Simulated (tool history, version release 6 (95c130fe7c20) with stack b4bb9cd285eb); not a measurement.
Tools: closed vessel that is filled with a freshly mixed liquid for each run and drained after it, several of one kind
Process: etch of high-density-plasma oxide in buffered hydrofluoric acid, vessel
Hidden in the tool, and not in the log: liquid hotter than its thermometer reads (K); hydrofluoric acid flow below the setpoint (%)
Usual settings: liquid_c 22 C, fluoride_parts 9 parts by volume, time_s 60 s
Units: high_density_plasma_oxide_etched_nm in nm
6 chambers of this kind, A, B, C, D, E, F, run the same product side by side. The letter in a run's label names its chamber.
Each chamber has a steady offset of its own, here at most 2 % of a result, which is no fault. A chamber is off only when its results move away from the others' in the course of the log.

run	hour	liquid_c	fluoride_parts	time_s	hours since the thermometer was replaced	hours since the hydrofluoric acid flow meter was replaced	read-back film thickness of the high-density-plasma oxide reference wafer, read on the same gauge (nm)	high_density_plasma_oxide_etched_nm
1B	7.1	22	9	60	146.5	1401.8	70.028	71.349
2A	14.9	22	9	60	1702.6	118.1	70.010	71.134
3D	28.0	22	9	60	615.2	756.4	70.000	71.661
# hour 30.9: chamber B: hydrofluoric acid flow meter replaced
4C	35.9	22	9	60	2314.7	1039.9	70.028	71.942
5F	43.9	22	9	60	873.8	214.2	69.994	72.024
6E	56.9	22	9	60	1268.2	1721.1	70.004	72.351
7B	69.1	22	9	60	208.5	38.3	69.996	71.247
# hour 76.8: chamber D: thermometer replaced
8C	79.8	22	9	60	2358.6	1083.8	69.994	72.105
# hour 86.3: chamber C: thermometer replaced
9E	92.8	22	9	60	1304.1	1757.0	69.986	73.200
10D	99.5	22	9	60	22.8	827.9	69.995	71.675
11A	110.2	22	9	60	1797.9	213.4	70.023	71.117
12F	122.9	22	9	60	952.8	293.2	70.024	71.992
# hour 128.3: chamber D: hydrofluoric acid flow meter replaced
13C	129.3	22	9	60	43.0	1133.3	70.015	72.249
14E	136.3	22	9	40	1347.6	1800.5	69.987	48.586
15F	149.7	22	9	40	979.6	320.0	70.001	47.843
16A	161.0	22	9	40	1848.7	264.2	70.011	47.670
17D	174.8	22	9	40	98.1	46.6	69.995	47.574
18B	184.0	22	9	40	323.4	153.2	69.988	47.248
19A	194.7	22	9	40	1882.4	297.9	69.995	47.831
20B	202.1	22	9	60	341.5	171.3	69.998	71.492
21C	210.9	22	9	60	124.6	1214.9	70.002	72.460
22D	220.3	22	9	60	143.6	92.1	70.026	71.306
23E	229.7	22	9	60	1441.0	1893.9	70.007	73.108
24F	241.9	22	9	60	1071.8	412.2	70.002	71.860
25A	252.0	22	9	60	1939.7	355.2	69.991	72.498
26E	262.0	22	9	60	1473.3	1926.2	69.995	72.396
27B	273.0	22	9	60	412.4	242.2	69.997	71.414
28F	286.9	18	9	60	1116.8	457.2	69.986	57.492
29C	294.8	18	9	60	208.5	1298.8	69.991	57.935
30D	303.0	18	9	60	226.3	174.8	69.999	57.399
# hour 309.7: chamber F: thermometer replaced
31D	312.1	18	9	60	235.4	183.9	70.002	57.367
32A	325.9	18	9	60	2013.6	429.1	69.989	58.900
33E	335.8	18	9	60	1547.1	2000.0	69.983	58.116
34B	348.4	22	9	60	487.8	317.6	69.998	71.111
35C	361.9	22	9	60	275.6	1365.9	69.995	72.874
36F	368.6	22	9	60	58.9	538.9	69.984	71.692

Next, every chamber runs the same settings. What will each give?
37A	378.9	22	9	60				?
37B	378.9	22	9	60				?
37C	378.9	22	9	60				?
37D	378.9	22	9	60				?
37E	378.9	22	9	60				?
37F	378.9	22	9	60				?

run	high_density_plasma_oxide_etched_nm
37A	74.331
37B	71.314
37C	72.161
37D	71.860
37E	72.984
37F	71.397
